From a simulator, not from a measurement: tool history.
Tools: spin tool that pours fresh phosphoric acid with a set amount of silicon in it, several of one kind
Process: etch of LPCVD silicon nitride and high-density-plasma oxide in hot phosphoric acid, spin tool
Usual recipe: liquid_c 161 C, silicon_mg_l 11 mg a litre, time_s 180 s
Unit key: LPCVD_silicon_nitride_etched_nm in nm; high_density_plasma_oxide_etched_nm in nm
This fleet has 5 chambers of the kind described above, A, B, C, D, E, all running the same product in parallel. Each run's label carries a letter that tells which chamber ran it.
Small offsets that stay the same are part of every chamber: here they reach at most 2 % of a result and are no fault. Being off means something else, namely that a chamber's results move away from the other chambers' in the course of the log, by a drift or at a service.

run	hour	liquid_c	silicon_mg_l	time_s	hours since the thermometer was replaced	hours since the dissolved silicon flow meter was replaced	hours since the heated supply line was repaired	read-back film thickness of the LPCVD silicon nitride reference wafer, read on the same gauge (nm)	read-back film thickness of the high-density-plasma oxide reference wafer, read on the same gauge (nm)	LPCVD_silicon_nitride_etched_nm	high_density_plasma_oxide_etched_nm
1D	12	161	11	180	1029.2	1595.1	66.5	120.03	109.99	16.229	0.54722
2C	19.2	161	11	180	1076.8	132.2	2937.8	119.97	109.97	16.141	0.63256
3E	28	161	11	180	348.5	964.1	987.1	120.01	110.02	16.388	0.46894
4B	42.3	161	11	180	1300.4	77.4	1333.9	120.02	110	16.72	0.59844
5A	55.1	161	11	180	327.1	304.7	1016.4	120.02	109.99	16.398	0.62236
6E	66.3	161	11	180	386.8	1002.4	1025.4	120	110.01	16.508	0.561
7A	73.8	161	11	180	345.8	323.4	1035.1	119.98	110.04	16.463	0.58819
8C	88.7	161	11	180	1146.3	201.7	3007.3	120.04	109.99	15.976	0.46877
9B	103.5	161	11	180	1361.6	138.6	1395.1	120.02	109.99	16.741	0.55632
10D	117.8	161	11	180	1135	1700.9	172.3	120.04	110	16.463	0.51989
11E	129.3	161	11	180	449.8	1065.4	1088.4	119.98	109.98	16.546	0.60379
12A	136.1	161	11	180	408.1	385.7	1097.4	119.98	110.01	16.353	0.54498
13B	145.5	161	11	240	1403.6	180.6	1437.1	120	110	22.404	0.77033
14C	157.9	161	11	240	1215.5	270.9	3076.5	120.02	109.97	21.359	0.79987
15D	170.9	161	11	240	1188.1	1754	225.4	119.99	109.97	21.825	0.7203
16C	180.7	161	11	240	1238.3	293.7	3099.3	120.02	110	21.695	0.74587
17B	194.9	161	11	240	1453	230	1486.5	120.01	110.02	21.812	0.6959
18D	202.8	161	11	120	1220	1785.9	257.3	119.99	110.01	11.027	0.37006
19A	210.8	161	11	120	482.8	460.4	1172.1	119.98	110.03	10.961	0.42661
20E	220	161	11	120	540.5	1156.1	1179.1	120.02	109.98	11.022	0.38517
21E	231.4	161	11	120	551.9	1167.5	1190.5	120	110.03	11.02	0.36725
22D	238.4	161	11	120	1255.6	1821.5	292.9	120.02	109.98	10.89	0.38128
23A	247.7	161	11	180	519.7	497.3	1209	119.96	110.04	16.409	0.57076
24C	262.2	161	11	180	1319.8	375.2	3180.8	120.01	109.99	16.258	0.55528
25B	271.5	161	11	180	1529.6	306.6	1563.1	119.99	109.99	15.928	0.47236
26D	283.1	162.5	11	180	1300.3	1866.2	337.6	120	109.97	17.358	0.6149
27B	293.3	162.5	11	180	1551.4	328.4	1584.9	120.01	109.95	16.466	0.55006
28A	303.6	162.5	11	180	575.6	553.2	1264.9	120	110.05	17.329	0.66158
29E	317.7	162.5	11	180	638.2	1253.8	1276.8	119.99	110.02	17.28	0.60536
30C	328.7	162.5	11	180	1386.3	441.7	3247.3	120.03	110	16.958	0.67514

Has any chamber moved away from the others, gradually or after a service, or does the common gauge drift, or do the chambers differ only by their own small steady offsets? State the chamber and the most likely cause if one applies.

One chamber, B, drifts off from the rest bit by bit.
What lies behind it: liquid colder than its thermometer reads (K) = 2.44.
With only this log, it may be confused with: temperature lost on the way to the wafer (K).

Which of the 4 candidates below, each the usual settings with something changed and its results left as question marks, puts chamber B back in line with what the other chambers give on the usual settings?
Maximum distance from the other chambers' mean on the usual settings for a result to count as in line: LPCVD_silicon_nitride_etched_nm 0.38 nm; high_density_plasma_oxide_etched_nm 0.14 nm
31B-1	340	162.5	5	190						?	?
31B-2	340	159.5	17	170						?	?
31B-3	340	160	14.5	175						?	?
31B-4	340	162	7	185						?	?

Average result of the remaining chambers running the usual settings: LPCVD_silicon_nitride_etched_nm 16.377 nm; high_density_plasma_oxide_etched_nm 0.55874 nm
run	LPCVD_silicon_nitride_etched_nm	high_density_plasma_oxide_etched_nm
31B-1	17.164	0.62944
31B-2	13.876	0.34219
31B-3	14.529	0.38979
31B-4	16.434	0.56694
The answer is 31B-4, which returns the chamber to within the allowed miss of the others.
